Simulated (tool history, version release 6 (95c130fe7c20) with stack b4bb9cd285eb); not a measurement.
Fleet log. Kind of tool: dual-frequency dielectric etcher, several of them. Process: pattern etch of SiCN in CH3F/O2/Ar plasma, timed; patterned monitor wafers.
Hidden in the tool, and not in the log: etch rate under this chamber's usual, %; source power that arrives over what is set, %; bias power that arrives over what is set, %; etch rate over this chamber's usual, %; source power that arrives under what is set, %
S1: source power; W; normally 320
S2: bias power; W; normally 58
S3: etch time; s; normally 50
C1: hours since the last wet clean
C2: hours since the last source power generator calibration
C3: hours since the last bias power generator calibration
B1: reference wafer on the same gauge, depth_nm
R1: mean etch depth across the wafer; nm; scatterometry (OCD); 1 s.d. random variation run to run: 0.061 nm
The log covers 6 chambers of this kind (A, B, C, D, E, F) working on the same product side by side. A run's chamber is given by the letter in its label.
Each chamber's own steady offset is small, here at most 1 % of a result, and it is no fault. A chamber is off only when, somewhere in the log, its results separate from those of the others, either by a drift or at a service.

run	hour	S1	S2	S3	C1	C2	C3	B1	R1
1A	14	320	58	50	82.6	1466.9	674.8	19.219	16.032
# hour 19.8: chamber F: source power generator calibrated
2B	22.2	320	58	50	259.3	2214.8	293.9	19.207	15.908
3F	29.1	320	58	50	221.6	9.4	525.3	19.204	15.849
4D	43.4	320	58	50	302	2678.2	3906.7	19.194	15.9
5E	57.6	320	58	50	387.8	2554.8	1773	19.194	16.053
6C	73.6	320	58	50	242	595.6	2313.8	19.208	15.848
7C	81.3	320	58	50	249.7	603.3	2321.5	19.208	16.048
# hour 90.3: chamber B: wet clean of the chamber
8B	90.4	320	58	50	0.1	2283	362.1	19.198	15.891
9F	99.3	320	45	50	291.8	79.6	595.5	19.213	14.659
# hour 105.3: chamber E: wet clean of the chamber
10A	110.1	320	45	50	178.7	1563	770.9	19.192	14.723
11E	123.2	320	45	50	17.9	2620.4	1838.6	19.209	14.688
# hour 123.9: chamber E: source power generator calibrated
12D	131.8	320	45	50	390.4	2766.6	3995.1	19.211	14.533
13A	145.9	320	45	50	214.5	1598.8	806.7	19.2	14.635
14F	153.7	320	45	50	346.2	134	649.9	19.202	14.476
15D	161	320	58	50	419.6	2795.8	4024.3	19.177	15.886
16B	170.4	320	58	50	80.1	2363	442.1	19.199	15.891
17C	183.3	320	71	50	351.7	705.3	2423.5	19.183	16.915
18E	197	320	71	50	91.7	73.2	1912.4	19.193	17.331
19C	212.1	320	71	50	380.5	734.1	2452.3	19.195	17.026
20A	221.6	320	71	50	290.2	1674.5	882.4	19.197	17.155
21F	233.3	320	71	50	425.8	213.6	729.5	19.197	17.109
22B	241.6	320	71	50	151.3	2434.2	513.3	19.214	17.085
# hour 248.1: chamber D: wet clean of the chamber
23E	256.2	320	58	50	150.9	132.4	1971.6	19.192	16.05
# hour 259.7: chamber D: bias power generator calibrated
24D	269.8	320	58	50	21.8	2904.6	10.2	19.199	15.892
# hour 283.8: chamber A: wet clean of the chamber
25E	284.4	320	58	50	179.1	160.6	1999.8	19.193	16.113
26A	298.3	320	58	50	14.5	1751.2	959.1	19.227	15.993
27F	312	320	58	50	504.5	292.3	808.2	19.196	15.926
28B	323.2	320	58	50	232.9	2515.8	594.9	19.21	15.928
29C	334.7	320	58	50	503.1	856.7	2574.9	19.207	15.687
30D	349.1	320	58	50	101.1	2983.9	89.5	19.21	15.854
31A	363.7	320	58	50	79.9	1816.6	1024.5	19.192	16.107
32F	371	320	58	50	563.5	351.3	867.2	19.205	15.801
33E	380.1	320	58	50	274.8	256.3	2095.5	19.196	16.107
34B	395.6	320	58	61	305.3	2588.2	667.3	19.204	19.385
35D	409.4	320	58	61	161.4	3044.2	149.8	19.217	19.519
36C	419.5	320	58	61	587.9	941.5	2659.7	19.198	18.982
37C	429.4	320	58	61	597.8	951.4	2669.6	19.212	19.038
38D	436.8	320	58	61	188.8	3071.6	177.2	19.197	19.244

Read the log: is a single chamber off, either drifting away or since a service, is the gauge that measures every chamber drifting, or is nothing wrong beyond small per-chamber offsets? Name any odd chamber and what most likely caused it.

Chamber C drifts away from the others.
Cause: etch rate under this chamber's usual, % = 2.27.
The log might look much the same if the cause were instead: source power that arrives under what is set, %.

Chamber C could run next with any of the 4 candidate recipes listed below; each alters the usual settings, and their results appear as question marks. Which one brings its results back in line with what the other chambers deliver on the usual settings?
In-line tolerance around the mean of the other chambers on the usual settings: R1 0.21 nm
39C-1	448.3	320	57	48					?
39C-2	448.3	310	56	50					?
39C-3	448.3	320	59	52.5					?
39C-4	448.3	320	58	51.5					?

What the other chambers average on the usual settings: R1 15.985 nm
run	R1
39C-1	14.826
39C-2	15.164
39C-3	16.412
39C-4	16.003
The right change is 39C-4: it brings the chamber back within the allowed miss of the others.
